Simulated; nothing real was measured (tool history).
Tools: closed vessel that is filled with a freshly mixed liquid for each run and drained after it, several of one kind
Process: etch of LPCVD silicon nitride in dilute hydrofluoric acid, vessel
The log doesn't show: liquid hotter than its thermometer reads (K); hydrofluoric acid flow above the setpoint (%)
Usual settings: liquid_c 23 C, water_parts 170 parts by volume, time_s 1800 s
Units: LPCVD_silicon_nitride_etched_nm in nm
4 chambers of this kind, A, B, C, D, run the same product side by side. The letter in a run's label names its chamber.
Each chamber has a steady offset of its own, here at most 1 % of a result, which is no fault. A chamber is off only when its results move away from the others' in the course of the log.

run   hour  liquid_c  water_parts  time_s  hours since the thermometer was replaced  hours since the hydrofluoric acid flow meter was replaced  read-back film thickness of the LPCVD silicon nitride reference wafer, read on the same gauge (nm)  LPCVD_silicon_nitride_etched_nm
 1B    8.5        23          170    1800                                     530.2                                                      975.6                                                                                                  90                           4.8316
 2A   13.1        23          170    1800                                    1595.3                                                      771.1                                                                                               90.05                           4.8516
 3C   16.9        23          170    1800                                    1598.6                                                     1044.5                                                                                              90.034                           4.8938
 4D   21.9        23          170    1800                                     763.6                                                      799.4                                                                                              90.006                           4.8806
 5D   28.3      19.5          170    2575                                       770                                                      805.8                                                                                              89.995                           5.5393
 6B   34.9      19.5          170    2575                                     556.6                                                       1002                                                                                              89.991                           5.5332
 7A   39.9      19.5          170    2575                                    1622.1                                                      797.9                                                                                              89.966                           5.5081
 8C   44.5      19.5          170    2575                                    1626.2                                                     1072.1                                                                                              90.001                            5.614
 9B   50.3        23          170    1800                                       572                                                     1017.4                                                                                              90.004                           4.8084
10A   55.4        23          170    1800                                    1637.6                                                      813.4                                                                                              89.979                           4.8633
11C   62.1        23          170    1800                                    1643.8                                                     1089.7                                                                                               89.98                           4.8545
12D   67.8        23          170    1800                                     809.5                                                      845.3                                                                                              89.989                           4.8631
13A   72.8        23          170    1800                                      1655                                                      830.8                                                                                              90.028                           4.9086
14B     77        23          170    1800                                     598.7                                                     1044.1                                                                                               89.96                           4.9546
15D     83        23          170    1800                                     824.7                                                      860.5                                                                                              89.966                           4.8356
16C   87.5        23          170    1800                                    1669.2                                                     1115.1                                                                                              90.003                            4.902
        92  -- chamber D: hydrofluoric acid flow meter replaced
17B   93.3        23          170    1800                                       615                                                     1060.4                                                                                              89.982                           5.0278
18A   99.6        23          170    1800                                    1681.8                                                      857.6                                                                                              90.011                           4.8905
19C  105.3        23          170    1800                                      1687                                                     1132.9                                                                                              89.975                           4.8716
20D  110.8        23          240    2690                                     852.5                                                       18.8                                                                                              90.032                           5.1245
21C  119.2        23          240    2690                                    1700.9                                                     1146.8                                                                                              90.008                           5.2065
22D    123        23          240    2690                                     864.7                                                         31                                                                                              89.973                           5.1015
23B  129.8        23          240    2690                                     651.5                                                     1096.9                                                                                              90.001                           5.5256
24A  138.2        23          170    1800                                    1720.4                                                      896.2                                                                                              89.971                           4.8841

What goes on in this fleet: one chamber off, a drifting gauge, or nothing beyond the chambers' own small offsets? Name the chamber and the cause, if any.

Chamber B drifts away from the others.
Cause: liquid hotter than its thermometer reads (K) = 1.15.
The log may not tell that from: hydrofluoric acid flow above the setpoint (%).

Here are 4 candidates for chamber B's next run, each the usual settings with a change, their results left as question marks. Which one brings its results back in line with what the others give on the usual settings?
In line means no further than this from the other chambers' mean on the usual settings: LPCVD_silicon_nitride_etched_nm 0.093 nm
25B-1  144.3        23          180    1660                                                                                                                                                                                                                                         ?
25B-2  144.3        23          170    1665                                                                                                                                                                                                                                         ?
25B-3  144.3        23          165    1875                                                                                                                                                                                                                                         ?
25B-4  144.3        25          170    1800                                                                                                                                                                                                                                         ?

The other chambers' mean on the usual settings: LPCVD_silicon_nitride_etched_nm 4.8663 nm
  run  LPCVD_silicon_nitride_etched_nm
25B-1                           4.5483
25B-2                           4.8317
25B-3                           5.6067
25B-4                             5.94
25B-2 brings the chamber back in line.
